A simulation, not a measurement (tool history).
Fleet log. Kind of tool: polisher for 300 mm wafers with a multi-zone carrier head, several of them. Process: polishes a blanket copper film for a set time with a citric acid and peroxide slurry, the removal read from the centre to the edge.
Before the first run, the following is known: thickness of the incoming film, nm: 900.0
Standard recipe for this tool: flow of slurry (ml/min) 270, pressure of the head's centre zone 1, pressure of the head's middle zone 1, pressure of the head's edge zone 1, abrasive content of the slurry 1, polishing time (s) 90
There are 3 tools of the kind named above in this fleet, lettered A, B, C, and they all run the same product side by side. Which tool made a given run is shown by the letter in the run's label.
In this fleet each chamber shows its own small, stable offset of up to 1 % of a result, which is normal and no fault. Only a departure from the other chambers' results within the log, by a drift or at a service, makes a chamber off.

run	hour	flow of slurry (ml/min)	pressure of the head's centre zone	pressure of the head's middle zone	pressure of the head's edge zone	abrasive content of the slurry	polishing time (s)	wafers polished on this pad	hours since the slurry nozzle was cleaned	hours since the centre zone pressure was calibrated	hours since the edge zone pressure was calibrated	film removed at the wafer's centre (Å)	film removed at mid-radius (Å)	film removed at the wafer's edge (Å)
1C	2.9	270	1	1	1	1	90	567	239.7	843	501.2	2515.9	2486.2	2470.6
2A	5.3	270	1	1	1	1	90	316	151.9	306.4	439.7	2496.3	2509.6	2488.7
# hour 5.7: chamber C: worn pad replaced by a new one
3B	9.3	270	1	1	1	1	90	308	596	815.3	271.7	2489	2480.7	2433.6
4B	13.6	270	1	1	1	1	90	359	600.3	819.6	276	2504.2	2495.6	2458
5C	16.5	270	1	1	1	1	90	128	253.3	856.6	514.8	2482	2489.4	2494.6
6A	19.9	270	1	1	1	1	90	489	166.5	321	454.3	2488.5	2507.5	2490.1
7C	23.3	270	1	0.96	1	1	90	209	260.1	863.4	521.6	2454.8	2402	2491.1
8A	26.9	270	1	0.96	1	1	90	572	173.5	328	461.3	2468.7	2407.8	2505.3
9B	29.4	270	1	0.96	1	1	90	547	616.1	835.4	291.8	2505.2	2413.8	2486.4
10B	33.2	270	1	1	1	1	90	592	619.9	839.2	295.6	2486.5	2494.8	2441.3
# hour 34.1: chamber B: slurry nozzle cleaned
11C	37.3	270	1	1	1	1	90	375	274.1	877.4	535.6	2492.1	2520.2	2479
12A	39.9	270	1	1	1	1	90	726	186.5	341	474.3	2524.6	2500.7	2505.6
# hour 41.1: chamber C: centre zone pressure recalibrated
13A	43.1	270	1	1	1	1	90	764	189.7	344.2	477.5	2500.2	2479.8	2487.5
14C	47.7	270	1	1	1	1	90	498	284.5	6.6	546	2460.4	2497.7	2486.5
# hour 48.4: chamber A: worn pad replaced by a new one
# hour 48.5: chamber C: worn pad replaced by a new one
15B	51.7	270	1	1	1	1	90	811	17.6	857.7	314.1	2509.7	2468.5	2453.3
16B	54.2	270	1	1	1	1	90	841	20.1	860.2	316.6	2492.3	2491.3	2468.3
# hour 58.3: chamber A: slurry nozzle cleaned
17A	58.8	270	1	1	1	1	90	124	0.6	359.9	493.2	2483.7	2505.3	2482.3
18C	61	270	1	1	1	1	90	149	297.8	19.9	559.3	2446.3	2501.6	2548
19A	63.7	270	1	1	1	1	90	182	5.5	364.8	498.1	2478.3	2505.2	2465
20B	66.9	270	0.95	1	1	1	76	991	32.8	872.9	329.3	1950.4	2071.2	2048.1
21C	71.4	270	0.95	1	1	1	76	272	308.2	30.3	569.7	2010.9	2084.1	2081.4
22A	74.1	270	0.95	1	1	1	76	305	15.9	375.2	508.5	1987.9	2118	2133.8
23C	78	270	1	1	1	1	90	350	314.8	36.9	576.3	2500.1	2477.5	2496.6
24B	82.2	270	1	1	1	1	90	1173	48.1	888.2	344.6	2382.3	2393.7	2375.6
25B	86	270	1	1	1	1	90	1218	51.9	892	348.4	2406.8	2410.3	2398.2
26C	88.6	270	1	1	1	1	90	476	325.4	47.5	586.9	2539	2478.7	2469.7
27A	90.9	270	1	1	1	1	90	505	32.7	392	525.3	2492.6	2499.3	2528.9
28C	93.5	270	1	1	1	1	90	534	330.3	52.4	591.8	2467.2	2491.7	2508.4
# hour 93.6: chamber C: worn pad replaced by a new one
29A	97.4	270	1	1	1	1	90	582	39.2	398.5	531.8	2486.7	2492.3	2449.9
30B	99.4	270	1	1	1	1	90	1377	65.3	905.4	361.8	2325.5	2356.8	2311.4
31C	103	270	1	1	1	1	90	112	339.8	61.9	601.3	2507.1	2461.4	2507.5
32A	105.1	270	1	1	1	1	90	673	46.9	406.2	539.5	2457.7	2474.4	2445.5
33B	108.3	270	1	1	1	1	90	1483	74.2	914.3	370.7	2344.6	2297.4	2316.3
34B	112.1	270	1	1	1	1	90	1528	78	918.1	374.5	2345.6	2322.4	2285.7
35C	116.4	270	1	1	1	1.2	67	271	353.2	75.3	614.7	1900.8	1915.9	1901.8
36A	120.4	270	1	1	1	1.2	67	855	62.2	421.5	554.8	1924.7	1926.9	1921.8
# hour 122.5: chamber A: worn pad replaced by a new one
37B	124	270	1	1	1	1.2	67	1669	89.9	930	386.4	1728.3	1752.7	1736.2
38C	126.2	270	1	1	1	1	90	387	363	85.1	624.5	2522.1	2488.3	2496.7
39A	128.5	270	1	1	1	1	90	71	70.3	429.6	562.9	2486.6	2487	2492.5
40A	130.9	270	1	1	1	1	90	99	72.7	432	565.3	2473.6	2472.8	2480.7
# hour 132.7: chamber C: worn pad replaced by a new one
41C	135.4	270	1	1	1	1	90	32	372.2	94.3	633.7	2471.1	2497.7	2499
42B	138.6	270	1	1	1	1	90	1842	104.5	944.6	401	2223.7	2231.8	2176.7
43B	142.3	270	1	1	1	1	90	1886	108.2	948.3	404.7	2198.5	2201.1	2170.4

Each of the 3 chambers runs these same settings next. Fill in every chamber's results:
44A	145.7	270	1	1	1	1	117					?	?	?
44B	145.7	270	1	1	1	1	117					?	?	?
44C	145.7	270	1	1	1	1	117					?	?	?

run	film removed at the wafer's centre (Å)	film removed at mid-radius (Å)	film removed at the wafer's edge (Å)
44A	3285.4	3256.3	3225.7
44B	2827.4	2827.4	2849.2
44C	3200.8	3253.9	3246.8
